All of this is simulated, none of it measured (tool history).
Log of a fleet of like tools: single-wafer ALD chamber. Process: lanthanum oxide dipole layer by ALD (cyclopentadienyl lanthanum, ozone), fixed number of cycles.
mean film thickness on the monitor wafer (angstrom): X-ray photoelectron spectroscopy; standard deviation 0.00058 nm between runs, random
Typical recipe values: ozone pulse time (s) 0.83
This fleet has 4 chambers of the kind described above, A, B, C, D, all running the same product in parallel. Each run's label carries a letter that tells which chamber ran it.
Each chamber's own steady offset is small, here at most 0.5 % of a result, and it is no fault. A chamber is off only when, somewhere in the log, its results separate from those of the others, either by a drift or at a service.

run	day	ozone pulse time (s)	read-back reference wafer on the same gauge, thickness_nm	mean film thickness on the monitor wafer (angstrom)
1A	0.158	0.83	0.38018	4.6982
2D	0.317	0.83	0.38007	4.6603
3C	0.596	0.83	0.38012	4.6774
4B	0.833	0.83	0.38026	4.6900
5B	1.183	0.83	0.38031	4.6755
6C	1.533	0.83	0.38037	4.6834
7A	1.750	0.83	0.38032	4.6954
# day 1.933: chamber C: thermocouple changed; heater temperature recalibrated
8D	1.975	0.83	0.38037	4.6654
9D	2.262	0.83	0.38062	4.6597
10A	2.575	0.83	0.38054	4.6939
11B	2.917	0.83	0.38061	4.6879
12C	3.150	0.83	0.38072	4.6957
13B	3.338	0.83	0.38082	4.6877
14A	3.625	0.83	0.38072	4.6997
15D	3.879	0.83	0.38099	4.6652
16C	4.104	0.83	0.38081	4.6872
17C	4.450	1.04	0.38104	5.0750
18A	4.654	1.04	0.38098	5.0683
19B	4.900	1.04	0.38113	5.0867
20D	5.129	1.04	0.38100	5.0548
21A	5.458	0.83	0.38121	4.6995
# day 5.583: chamber B: ozone generator serviced
22D	5.688	0.83	0.38112	4.6805
23C	5.925	0.83	0.38144	4.7020
24B	6.179	0.83	0.38132	4.7022
# day 6.183: chamber D: ozone generator serviced
25C	6.488	0.58	0.38130	3.9763
26A	6.754	0.58	0.38145	4.0043
27B	7.100	0.58	0.38147	3.9681
28D	7.312	0.58	0.38162	3.9505
29B	7.525	0.83	0.38176	4.7038
30C	7.708	0.83	0.38168	4.7034
31D	7.996	0.83	0.38175	4.6878
32A	8.179	0.83	0.38183	4.7134
33D	8.388	0.83	0.38176	4.6811
34C	8.600	0.83	0.38174	4.7023
35B	8.908	0.83	0.38183	4.7073

What goes on in this fleet: one chamber off, a drifting gauge, or nothing beyond the chambers' own small offsets? Name the chamber and the cause, if any.

Gauge drift. The chambers move together only on paper, and none stands off.
Likeliest cause: gauge reads high (%) = 0.514.
